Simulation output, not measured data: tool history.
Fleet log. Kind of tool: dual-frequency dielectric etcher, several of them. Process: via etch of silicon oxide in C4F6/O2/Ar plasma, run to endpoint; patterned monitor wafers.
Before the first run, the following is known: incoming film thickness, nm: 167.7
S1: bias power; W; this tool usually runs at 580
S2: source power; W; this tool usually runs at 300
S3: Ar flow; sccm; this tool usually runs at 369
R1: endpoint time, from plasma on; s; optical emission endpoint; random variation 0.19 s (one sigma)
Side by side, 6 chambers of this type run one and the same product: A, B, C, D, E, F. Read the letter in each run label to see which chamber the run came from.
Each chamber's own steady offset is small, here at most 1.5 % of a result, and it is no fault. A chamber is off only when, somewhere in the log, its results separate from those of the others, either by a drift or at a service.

run,hour,S1,S2,S3,R1
1D,4.3,580,300,369,39.349
# hour 4.6: chamber A: bias power generator calibrated
2A,7.9,580,300,369,39.554
3E,13.2,580,300,369,39.98
4F,18.9,580,300,369,39.738
5B,24.1,580,300,369,39.882
6C,27.7,580,300,369,39.796
7C,32.3,580,300,369,39.338
8E,38.6,580,300,369,39.993
9D,43.2,580,300,369,39.14
10F,47.6,580,300,369,39.638
# hour 49.7: chamber E: source power generator calibrated
11A,52.6,580,300,369,39.62
12B,58.5,580,370,369,36.708
13C,65.5,580,370,369,36.697
14A,71.4,580,370,369,37.133
15B,76.5,580,370,369,36.448
16E,80.8,580,370,369,36.816
17D,84.7,580,370,369,36.406
18F,90.5,580,300,369,39.768
19E,96.4,580,300,369,39.708
20A,101.7,580,300,369,40.294
21D,106.4,580,300,369,39.103
22C,111.2,580,300,369,39.501
23B,115.7,580,300,369,39.874
24F,121.7,580,300,369,39.669
25C,128.5,580,300,369,39.693
26B,133.7,580,300,369,39.802
27F,140.7,580,300,369,39.347
28E,147.1,580,300,369,39.902
29D,150.3,580,300,369,39.027
30A,154.8,530,300,448,43.109
31B,161.8,530,300,448,42.294
# hour 164.7: chamber B: source power generator calibrated
32D,168.2,530,300,448,41.449
33C,171.6,530,300,448,42.05
34F,175.4,530,300,448,41.765
35E,182,530,300,448,42.445
36A,188.8,580,300,369,41.168
37F,195.4,580,300,369,39.614
38B,201.5,580,300,369,39.416
39A,207.3,580,300,369,41.105
40D,212.4,721,300,280,35.176

Next, every chamber runs the same settings. What will each give?
41A,217.4,580,300,369,?
41B,217.4,580,300,369,?
41C,217.4,580,300,369,?
41D,217.4,580,300,369,?
41E,217.4,580,300,369,?
41F,217.4,580,300,369,?

run,R1
41A,41.678
41B,39.77
41C,39.694
41D,38.963
41E,39.776
41F,39.45
